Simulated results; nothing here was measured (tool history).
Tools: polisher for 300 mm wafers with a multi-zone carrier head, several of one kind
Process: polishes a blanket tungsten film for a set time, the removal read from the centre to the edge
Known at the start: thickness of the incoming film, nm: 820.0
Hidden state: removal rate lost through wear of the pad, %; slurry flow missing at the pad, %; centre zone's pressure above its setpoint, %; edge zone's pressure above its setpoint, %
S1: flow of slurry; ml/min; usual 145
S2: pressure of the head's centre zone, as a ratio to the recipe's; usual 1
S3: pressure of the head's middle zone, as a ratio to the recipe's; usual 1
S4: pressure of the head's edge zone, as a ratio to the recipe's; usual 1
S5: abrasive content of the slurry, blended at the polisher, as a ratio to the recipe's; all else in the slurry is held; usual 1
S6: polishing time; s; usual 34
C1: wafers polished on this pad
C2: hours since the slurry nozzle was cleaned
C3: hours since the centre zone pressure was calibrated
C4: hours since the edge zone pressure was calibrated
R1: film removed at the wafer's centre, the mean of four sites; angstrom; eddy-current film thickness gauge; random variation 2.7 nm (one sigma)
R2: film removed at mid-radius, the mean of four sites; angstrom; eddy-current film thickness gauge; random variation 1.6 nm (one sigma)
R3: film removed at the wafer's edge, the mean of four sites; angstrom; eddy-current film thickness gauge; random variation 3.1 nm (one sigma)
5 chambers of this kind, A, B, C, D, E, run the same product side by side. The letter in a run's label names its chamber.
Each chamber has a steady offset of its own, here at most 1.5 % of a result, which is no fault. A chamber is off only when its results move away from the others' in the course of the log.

run	day	S1	S2	S3	S4	S5	S6	C1	C2	C3	C4	R1	R2	R3
1B	0.392	145	1	1	1	1	34	179	355.1	1344.5	373	2317.1	2299.4	2225.9
2A	0.796	145	1	1	1	1	34	302	311.6	441	660.5	2315.3	2340.5	2311.2
# day 1.042: chamber D: worn pad replaced by a new one
3C	1.271	145	1	1	1	1	34	474	298.4	776.2	1096.2	2323.6	2334.6	2329.4
# day 1.596: chamber C: worn pad replaced by a new one
4D	1.6	145	1	1	1	1	34	127	153	473.6	653.2	2341.2	2333.3	2298.5
5E	1.979	145	1	1	1	1	34	476	171.9	301.7	244.2	2299.9	2323.4	2282.9
# day 2.35: chamber B: worn pad replaced by a new one
6E	2.417	145	1	1	1	1	34	576	182.4	312.2	254.7	2341.8	2336	2262.5
7C	2.825	145	1.04	1	1	1	34	280	335.7	813.5	1133.5	2440.4	2309.9	2323.7
8A	3.158	145	1.04	1	1	1	34	841	368.3	497.7	717.2	2428.9	2314.3	2331.7
# day 3.325: chamber B: centre zone pressure recalibrated
# day 3.508: chamber C: slurry nozzle cleaned
9D	3.517	145	1.04	1	1	1	34	564	199	519.6	699.2	2425.6	2355.4	2348.2
10B	3.833	145	1.04	1	1	1	34	338	437.7	12.2	455.6	2424.4	2301.3	2297.8
# day 4.1: chamber C: edge zone pressure recalibrated
# day 4.288: chamber C: worn pad replaced by a new one
11E	4.371	145	1.04	1	1	1	34	1022	229.3	359.1	301.6	2462.6	2350.7	2291.7
# day 4.629: chamber A: worn pad replaced by a new one
# day 4.758: chamber E: worn pad replaced by a new one
# day 4.792: chamber B: worn pad replaced by a new one
12A	5.029	145	1	1	1	1	34	91	413.2	542.6	762.1	2315.1	2338.9	2298.7
13B	5.583	145	1	1	1	1	34	181	479.7	54.2	497.6	2370.4	2277.9	2245.6
14D	6.212	145	1	0.96	1	1	38	1179	263.7	584.3	763.9	2661	2526.7	2628.7
# day 6.233: chamber D: worn pad replaced by a new one
# day 6.296: chamber E: slurry nozzle cleaned
15C	6.633	145	1	0.96	1	1	38	535	75.1	904.9	60.8	2655.4	2530.3	2614.7
# day 7.054: chamber C: worn pad replaced by a new one
16E	7.129	145	1	0.96	1	1	38	540	20	425.3	367.8	2619	2512.3	2594.9
# day 7.188: chamber B: worn pad replaced by a new one
17C	7.625	145	1	0.96	1	1	38	130	98.9	928.7	84.6	2608.4	2510.7	2622.8
18D	8.071	145	1	0.96	1	1	38	418	308.3	628.9	808.5	2603	2536.7	2587
19B	8.725	145	1	1	1	1	34	351	555.1	129.6	573	2349.1	2305.9	2342.6
# day 8.917: chamber A: worn pad replaced by a new one
# day 9.025: chamber B: slurry nozzle cleaned
20A	9.042	145	1	1	1	1	34	28	509.5	638.9	858.4	2280.9	2294	2274
# day 9.375: chamber E: centre zone pressure recalibrated
21B	9.471	145	1	1	1	1	34	521	10.7	147.5	590.9	2354	2315.9	2298
# day 9.608: chamber B: worn pad replaced by a new one
# day 9.621: chamber E: worn pad replaced by a new one
# day 9.762: chamber C: worn pad replaced by a new one
22E	9.917	125	1	1	1	1	34	67	86.9	13.1	434.7	2280.8	2295.1	2274
23C	10.429	125	1	1	1	1	34	152	166.2	996	151.9	2266.7	2255.1	2283.2
24A	10.842	125	1	1	1	1	34	438	552.7	682.1	901.6	2188.7	2255.9	2229.8
# day 11.05: chamber D: worn pad replaced by a new one
25D	11.217	125	1	1	1	1	34	38	383.8	704.4	884	2234.6	2255.4	2261.3
# day 11.333: chamber B: edge zone pressure recalibrated
26B	11.717	125	1	1	1	1	34	480	64.6	201.4	9.3	2301.1	2226.1	2253.8
27D	12.088	145	1	1	1	1	34	237	404.7	725.3	904.9	2343.4	2339.6	2300.4
28A	12.479	145	1	1	1	1	34	812	592	721.4	940.9	2317.9	2285.6	2365.8
# day 12.496: chamber C: worn pad replaced by a new one
29C	12.833	145	1	1	1	1	34	77	223.9	1053.7	209.6	2342.3	2346.9	2350.1
30E	13.3	145	1	1	1	1	34	839	168.1	94.3	515.9	2316.4	2384.5	2285.5

Is one chamber off against the others, does the gauge drift, or is nothing wrong? If a chamber is off, say which, and what the likeliest cause is.

No chamber stands off beyond its own small offset, and the gauge holds steady.
